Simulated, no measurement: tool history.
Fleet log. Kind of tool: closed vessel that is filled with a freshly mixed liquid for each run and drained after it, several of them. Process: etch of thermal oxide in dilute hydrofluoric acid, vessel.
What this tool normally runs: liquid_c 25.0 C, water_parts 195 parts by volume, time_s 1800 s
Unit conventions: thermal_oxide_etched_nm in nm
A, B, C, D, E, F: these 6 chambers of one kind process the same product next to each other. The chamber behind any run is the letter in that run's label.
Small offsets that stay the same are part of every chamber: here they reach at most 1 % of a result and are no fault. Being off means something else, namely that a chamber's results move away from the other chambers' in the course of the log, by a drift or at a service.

run,hour,liquid_c,water_parts,time_s,"read-back film thickness of the thermal oxide reference wafer, read on the same gauge (nm)",thermal_oxide_etched_nm
1D,6.4,25.0,195,1800,59.995,40.495
2C,12.9,25.0,195,1800,60.036,40.383
3F,24.0,25.0,195,1800,60.013,40.675
4A,32.5,25.0,195,1800,59.975,39.967
5E,38.6,25.0,195,1800,60.022,40.219
6B,46.5,22.5,195,1800,59.978,36.159
7F,60.0,22.5,195,1800,59.977,36.469
8E,66.1,22.5,195,1800,59.994,37.011
9B,72.5,22.5,195,1800,60.009,36.026
10C,82.4,22.5,195,1800,60.003,37.023
# hour 92.4: chamber D: hydrofluoric acid flow meter replaced
11D,92.9,22.5,195,1800,60.011,36.369
12A,103.0,25.0,195,1800,60.008,39.600
13B,113.3,25.0,195,1800,59.990,39.558
14C,126.4,21.5,195,2615,60.015,51.531
15D,133.3,21.5,195,2615,59.983,50.654
16A,140.9,21.5,195,2615,59.985,50.742
17E,152.6,21.5,195,2615,59.995,50.505
18F,158.9,21.5,195,2615,59.980,51.540
19F,171.8,21.5,195,2615,60.001,51.652
20D,183.9,25.0,195,1800,59.988,40.184
# hour 186.7: chamber A: thermometer replaced
21C,192.2,25.0,195,1800,59.991,40.469
22A,201.4,25.0,195,1800,60.027,40.316
23E,211.2,25.0,195,1800,60.008,38.777
24B,223.4,25.0,195,1800,59.993,39.786
25C,234.0,25.0,195,1800,60.009,40.526
26A,245.1,25.0,195,1800,60.015,39.878
27D,254.2,25.0,195,1800,59.968,39.909
28F,266.4,25.0,195,1800,59.993,40.591
# hour 271.4: chamber C: hydrofluoric acid flow meter replaced
29E,277.1,25.0,195,1800,59.998,37.989
30B,283.1,25.0,195,1800,60.038,39.952
# hour 285.7: chamber F: hydrofluoric acid flow meter replaced
31A,295.9,25.0,195,1800,60.008,39.813
32E,302.1,28.5,195,1265,59.996,30.469
33D,313.3,28.5,195,1265,59.993,31.955
34F,321.9,28.5,195,1265,60.014,32.218
35B,332.6,28.5,195,1265,60.014,31.437
36C,339.2,28.5,195,1265,60.024,31.648
37C,348.8,28.5,195,1265,60.005,32.014
38E,354.8,25.0,195,1800,59.996,37.387

What goes on in this fleet: one chamber off, a drifting gauge, or nothing beyond the chambers' own small offsets? Name the chamber and the cause, if any.

Little by little, chamber E moves away from the other chambers.
What lies behind it: liquid colder than its thermometer reads (K) = 1.84.
With only this log, it may be confused with: hydrofluoric acid flow below the setpoint (%).

Which of the 4 candidates below, each the usual settings with something changed and its results left as question marks, puts chamber E back in line with what the other chambers give on the usual settings?
In line means no further than this from the other chambers' mean on the usual settings: thermal_oxide_etched_nm 0.680 nm
39E-1,364.7,25.0,205,1705,,?
39E-2,364.7,25.0,185,1895,,?
39E-3,364.7,25.0,200,1740,,?
39E-4,364.7,25.0,190,1855,,?

Usual-settings mean across the other chambers: thermal_oxide_etched_nm 40.047 nm
run,thermal_oxide_etched_nm
39E-1,33.378
39E-2,41.932
39E-3,35.088
39E-4,39.767
The right change is 39E-4: it brings the chamber back within the allowed miss of the others.
